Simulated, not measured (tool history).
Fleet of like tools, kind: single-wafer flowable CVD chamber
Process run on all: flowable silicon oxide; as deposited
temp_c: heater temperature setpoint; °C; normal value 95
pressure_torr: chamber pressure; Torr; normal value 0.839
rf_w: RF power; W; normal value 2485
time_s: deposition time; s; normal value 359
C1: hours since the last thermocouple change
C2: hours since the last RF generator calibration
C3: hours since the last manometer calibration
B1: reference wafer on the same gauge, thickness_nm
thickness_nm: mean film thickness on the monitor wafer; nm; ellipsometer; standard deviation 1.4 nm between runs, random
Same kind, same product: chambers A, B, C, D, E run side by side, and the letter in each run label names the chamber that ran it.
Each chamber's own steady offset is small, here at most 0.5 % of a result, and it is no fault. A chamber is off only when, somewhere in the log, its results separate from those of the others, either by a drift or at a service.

run 1C hour=8.8 | temp_c=95 pressure_torr=0.839 rf_w=2485 time_s=359 | C1=418.3 C2=1307.8 C3=1024.0 | B1=318.78 | thickness_nm=282.77
run 2B hour=14.2 | temp_c=95 pressure_torr=0.839 rf_w=2485 time_s=359 | C1=1573.8 C2=853.7 C3=2802.8 | B1=319.10 | thickness_nm=284.27
run 3D hour=22.2 | temp_c=95 pressure_torr=0.839 rf_w=2485 time_s=359 | C1=1909.7 C2=234.1 C3=637.0 | B1=319.37 | thickness_nm=281.23
-- hour=27.2 chamber C: capacitance manometer re-zeroed and calibrated
run 4E hour=30.0 | temp_c=95 pressure_torr=0.839 rf_w=2485 time_s=359 | C1=2061.0 C2=528.1 C3=853.7 | B1=319.01 | thickness_nm=287.27
run 5A hour=38.2 | temp_c=95 pressure_torr=0.839 rf_w=2485 time_s=359 | C1=1163.3 C2=451.7 C3=261.2 | B1=318.56 | thickness_nm=280.35
run 6A hour=46.9 | temp_c=95 pressure_torr=0.839 rf_w=2485 time_s=359 | C1=1172.0 C2=460.4 C3=269.9 | B1=319.16 | thickness_nm=284.21
run 7C hour=56.1 | temp_c=95 pressure_torr=0.839 rf_w=2485 time_s=359 | C1=465.6 C2=1355.1 C3=28.9 | B1=319.04 | thickness_nm=283.28
run 8E hour=65.6 | temp_c=95 pressure_torr=0.839 rf_w=2485 time_s=359 | C1=2096.6 C2=563.7 C3=889.3 | B1=319.54 | thickness_nm=285.97
run 9D hour=71.6 | temp_c=95 pressure_torr=0.839 rf_w=2135 time_s=359 | C1=1959.1 C2=283.5 C3=686.4 | B1=319.17 | thickness_nm=277.43
run 10B hour=77.3 | temp_c=95 pressure_torr=0.839 rf_w=2135 time_s=359 | C1=1636.9 C2=916.8 C3=2865.9 | B1=319.16 | thickness_nm=279.09
run 11E hour=82.6 | temp_c=95 pressure_torr=0.839 rf_w=2135 time_s=359 | C1=2113.6 C2=580.7 C3=906.3 | B1=319.01 | thickness_nm=278.91
run 12D hour=89.3 | temp_c=95 pressure_torr=0.839 rf_w=2135 time_s=359 | C1=1976.8 C2=301.2 C3=704.1 | B1=319.19 | thickness_nm=275.55
run 13C hour=95.8 | temp_c=95 pressure_torr=0.839 rf_w=2135 time_s=359 | C1=505.3 C2=1394.8 C3=68.6 | B1=319.39 | thickness_nm=276.85
run 14B hour=101.0 | temp_c=95 pressure_torr=0.839 rf_w=2485 time_s=359 | C1=1660.6 C2=940.5 C3=2889.6 | B1=319.07 | thickness_nm=287.02
run 15A hour=109.9 | temp_c=95 pressure_torr=0.839 rf_w=2485 time_s=404 | C1=1235.0 C2=523.4 C3=332.9 | B1=318.66 | thickness_nm=317.14
-- hour=116.4 chamber A: thermocouple changed; heater temperature recalibrated
run 16A hour=118.2 | temp_c=95 pressure_torr=0.839 rf_w=2485 time_s=404 | C1=1.9 C2=531.7 C3=341.2 | B1=319.02 | thickness_nm=305.02
run 17E hour=126.6 | temp_c=95 pressure_torr=0.839 rf_w=2485 time_s=404 | C1=2157.6 C2=624.7 C3=950.3 | B1=318.89 | thickness_nm=320.87
run 18C hour=134.6 | temp_c=95 pressure_torr=0.839 rf_w=2485 time_s=404 | C1=544.1 C2=1433.6 C3=107.4 | B1=319.31 | thickness_nm=318.18
run 19B hour=139.8 | temp_c=95 pressure_torr=0.839 rf_w=2485 time_s=404 | C1=1699.4 C2=979.3 C3=2928.4 | B1=318.60 | thickness_nm=320.73
run 20D hour=146.7 | temp_c=95 pressure_torr=0.839 rf_w=2485 time_s=359 | C1=2034.2 C2=358.6 C3=761.5 | B1=318.35 | thickness_nm=281.87
run 21B hour=153.4 | temp_c=95 pressure_torr=0.839 rf_w=2300 time_s=359 | C1=1713.0 C2=992.9 C3=2942.0 | B1=319.15 | thickness_nm=282.00
-- hour=156.8 chamber D: thermocouple changed; heater temperature recalibrated
run 22E hour=158.4 | temp_c=95 pressure_torr=0.839 rf_w=2300 time_s=359 | C1=2189.4 C2=656.5 C3=982.1 | B1=319.05 | thickness_nm=280.54
run 23D hour=164.0 | temp_c=95 pressure_torr=0.839 rf_w=2300 time_s=359 | C1=7.2 C2=375.9 C3=778.8 | B1=318.92 | thickness_nm=282.64
run 24A hour=170.8 | temp_c=95 pressure_torr=0.839 rf_w=2300 time_s=359 | C1=54.5 C2=584.3 C3=393.8 | B1=318.81 | thickness_nm=265.94
run 25C hour=179.0 | temp_c=95 pressure_torr=0.839 rf_w=2300 time_s=359 | C1=588.5 C2=1478.0 C3=151.8 | B1=318.94 | thickness_nm=278.95
-- hour=180.4 chamber E: thermocouple changed; heater temperature recalibrated
run 26D hour=188.4 | temp_c=95 pressure_torr=0.839 rf_w=2485 time_s=359 | C1=31.6 C2=400.3 C3=803.2 | B1=319.00 | thickness_nm=279.55
run 27E hour=194.9 | temp_c=95 pressure_torr=0.839 rf_w=2485 time_s=359 | C1=14.6 C2=693.0 C3=1018.6 | B1=319.10 | thickness_nm=282.59
run 28B hour=202.0 | temp_c=95 pressure_torr=0.839 rf_w=2485 time_s=359 | C1=1761.6 C2=1041.5 C3=2990.6 | B1=319.47 | thickness_nm=283.11
-- hour=203.2 chamber B: capacitance manometer re-zeroed and calibrated
run 29C hour=209.4 | temp_c=95 pressure_torr=0.839 rf_w=2485 time_s=324 | C1=618.9 C2=1508.4 C3=182.2 | B1=319.04 | thickness_nm=254.62
run 30A hour=217.0 | temp_c=95 pressure_torr=0.839 rf_w=2485 time_s=324 | C1=100.7 C2=630.5 C3=440.0 | B1=318.77 | thickness_nm=243.31
run 31B hour=224.0 | temp_c=95 pressure_torr=0.839 rf_w=2485 time_s=324 | C1=1783.6 C2=1063.5 C3=20.9 | B1=318.74 | thickness_nm=255.20
run 32C hour=228.8 | temp_c=95 pressure_torr=0.839 rf_w=2485 time_s=324 | C1=638.3 C2=1527.8 C3=201.6 | B1=319.40 | thickness_nm=255.99
run 33A hour=237.0 | temp_c=95 pressure_torr=0.839 rf_w=2485 time_s=324 | C1=120.7 C2=650.5 C3=460.0 | B1=319.40 | thickness_nm=245.28
run 34D hour=246.3 | temp_c=95 pressure_torr=0.839 rf_w=2485 time_s=359 | C1=89.5 C2=458.2 C3=861.1 | B1=319.13 | thickness_nm=286.68
run 35E hour=250.6 | temp_c=95 pressure_torr=0.839 rf_w=2485 time_s=359 | C1=70.3 C2=748.7 C3=1074.3 | B1=319.27 | thickness_nm=283.12
run 36E hour=256.1 | temp_c=95 pressure_torr=0.839 rf_w=2485 time_s=359 | C1=75.8 C2=754.2 C3=1079.8 | B1=319.28 | thickness_nm=283.70
run 37D hour=265.2 | temp_c=109 pressure_torr=0.839 rf_w=2485 time_s=359 | C1=108.4 C2=477.1 C3=880.0 | B1=319.02 | thickness_nm=177.02
run 38A hour=269.7 | temp_c=109 pressure_torr=0.839 rf_w=2485 time_s=359 | C1=153.4 C2=683.2 C3=492.7 | B1=318.85 | thickness_nm=168.01
-- hour=275.2 chamber B: thermocouple changed; heater temperature recalibrated
run 39B hour=275.6 | temp_c=109 pressure_torr=0.839 rf_w=2485 time_s=359 | C1=0.5 C2=1115.1 C3=72.5 | B1=318.95 | thickness_nm=176.41
run 40C hour=280.5 | temp_c=109 pressure_torr=0.839 rf_w=2485 time_s=359 | C1=690.0 C2=1579.5 C3=253.3 | B1=319.08 | thickness_nm=176.75
-- hour=287.7 chamber B: RF generator calibrated
run 41A hour=287.7 | temp_c=109 pressure_torr=0.839 rf_w=2485 time_s=359 | C1=171.4 C2=701.2 C3=510.7 | B1=319.20 | thickness_nm=168.65
run 42B hour=295.1 | temp_c=95 pressure_torr=0.839 rf_w=2485 time_s=406 | C1=20.0 C2=7.4 C3=92.0 | B1=318.98 | thickness_nm=322.58
run 43E hour=303.3 | temp_c=95 pressure_torr=0.839 rf_w=2485 time_s=406 | C1=123.0 C2=801.4 C3=1127.0 | B1=318.96 | thickness_nm=318.87
run 44D hour=312.7 | temp_c=95 pressure_torr=0.839 rf_w=2485 time_s=406 | C1=155.9 C2=524.6 C3=927.5 | B1=318.91 | thickness_nm=321.41

Each of the 5 chambers runs these same settings next. Fill in every chamber's results:
run 45A hour=319.5 | temp_c=95 pressure_torr=0.762 rf_w=2485 time_s=359 | thickness_nm=?
run 45B hour=319.5 | temp_c=95 pressure_torr=0.762 rf_w=2485 time_s=359 | thickness_nm=?
run 45C hour=319.5 | temp_c=95 pressure_torr=0.762 rf_w=2485 time_s=359 | thickness_nm=?
run 45D hour=319.5 | temp_c=95 pressure_torr=0.762 rf_w=2485 time_s=359 | thickness_nm=?
run 45E hour=319.5 | temp_c=95 pressure_torr=0.762 rf_w=2485 time_s=359 | thickness_nm=?

run=45A thickness_nm=239.32
run=45B thickness_nm=249.37
run=45C thickness_nm=250.61
run=45D thickness_nm=247.67
run=45E thickness_nm=252.93
